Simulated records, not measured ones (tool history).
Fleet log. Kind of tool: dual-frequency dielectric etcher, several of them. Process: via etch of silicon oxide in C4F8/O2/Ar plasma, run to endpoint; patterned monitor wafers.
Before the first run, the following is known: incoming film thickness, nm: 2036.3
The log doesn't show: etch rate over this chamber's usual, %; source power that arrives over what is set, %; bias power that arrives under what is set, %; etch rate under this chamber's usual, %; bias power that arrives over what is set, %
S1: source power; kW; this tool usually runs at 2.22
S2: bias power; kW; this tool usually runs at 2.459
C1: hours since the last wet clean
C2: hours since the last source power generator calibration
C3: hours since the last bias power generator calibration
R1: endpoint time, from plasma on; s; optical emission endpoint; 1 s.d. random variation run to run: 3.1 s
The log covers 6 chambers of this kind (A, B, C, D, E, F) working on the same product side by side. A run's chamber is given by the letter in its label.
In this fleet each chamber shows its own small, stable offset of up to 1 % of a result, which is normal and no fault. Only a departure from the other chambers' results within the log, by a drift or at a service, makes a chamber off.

run,hour,S1,S2,C1,C2,C3,R1
1D,10.2,2.22,2.459,33.6,1277.5,553.9,359.01
2F,21.8,2.22,2.459,260.8,1515.6,1718.4,362.93
# hour 22.5: chamber C: source power generator calibrated
3A,28,2.22,2.459,446.6,1328.3,525.8,361.43
4E,34.5,2.22,2.459,249.4,795,604.2,366.5
5B,40.3,2.22,2.459,445.3,433.1,2685.3,362.87
6C,47.6,2.22,2.459,62.2,25.2,1822,366.79
7C,59.2,2.22,2.459,73.8,36.8,1833.6,366.91
8B,70.1,2.22,2.104,475.1,462.9,2715.1,380.79
# hour 70.2: chamber A: wet clean of the chamber
9A,76.9,2.22,2.104,6.7,1377.2,574.7,383.68
10F,84.9,2.22,2.104,323.9,1578.7,1781.5,376.93
11D,96.5,2.22,2.104,119.9,1363.8,640.2,379.2
12E,106.9,2.22,2.104,321.8,867.4,676.6,382.43
13C,113.3,2.22,2.104,127.9,90.9,1887.7,386.56
# hour 119.4: chamber B: wet clean of the chamber
14A,124.4,2.22,2.742,54.2,1424.7,622.2,350.58
15D,131.4,2.22,2.742,154.8,1398.7,675.1,346.74
16B,137.4,2.22,2.742,18.1,530.2,2782.4,349.7
17E,146,2.22,2.742,360.9,906.5,715.7,347.61
18F,158,2.22,2.742,397,1651.8,1854.6,349.21
19D,166.1,2.22,2.742,189.5,1433.4,709.8,352.74
20B,175.4,2.22,2.459,56.1,568.2,2820.4,365.54
21C,184,2.22,2.459,198.6,161.6,1958.4,354.6
22A,194.3,2.22,2.459,124.1,1494.6,692.1,365.12
23E,200.9,2.22,2.459,415.8,961.4,770.6,371.48
24F,210,2.22,2.459,449,1703.8,1906.6,359.14
25F,220.4,2.22,2.459,459.4,1714.2,1917,358.2
26E,232.2,2.22,2.459,447.1,992.7,801.9,363.9
# hour 237.3: chamber F: bias power generator calibrated
27A,242.2,2.41,2.459,172,1542.5,740,352.39
# hour 251.2: chamber F: wet clean of the chamber
28B,251.6,2.41,2.459,132.3,644.4,2896.6,353.13
29C,257.6,2.41,2.459,272.2,235.2,2032,354.17
30D,264.9,2.41,2.459,288.3,1532.2,808.6,345.19
31C,272.2,2.41,2.459,286.8,249.8,2046.6,354.67
32D,281.2,2.41,2.459,304.6,1548.5,824.9,350.85
33B,291.8,2.22,2.459,172.5,684.6,2936.8,369.03
34F,297.7,2.22,2.459,46.6,1791.5,60.5,363.38
35E,308.2,2.22,2.459,523.1,1068.7,877.9,361.33
36A,318.9,1.98,2.807,248.7,1619.2,816.7,364.17

Each of the 6 chambers runs these same settings next. Fill in every chamber's results:
37A,327.5,2.22,2.459,,,,?
37B,327.5,2.22,2.459,,,,?
37C,327.5,2.22,2.459,,,,?
37D,327.5,2.22,2.459,,,,?
37E,327.5,2.22,2.459,,,,?
37F,327.5,2.22,2.459,,,,?

run,R1
37A,367.19
37B,366.74
37C,364.05
37D,362
37E,367.39
37F,361.4

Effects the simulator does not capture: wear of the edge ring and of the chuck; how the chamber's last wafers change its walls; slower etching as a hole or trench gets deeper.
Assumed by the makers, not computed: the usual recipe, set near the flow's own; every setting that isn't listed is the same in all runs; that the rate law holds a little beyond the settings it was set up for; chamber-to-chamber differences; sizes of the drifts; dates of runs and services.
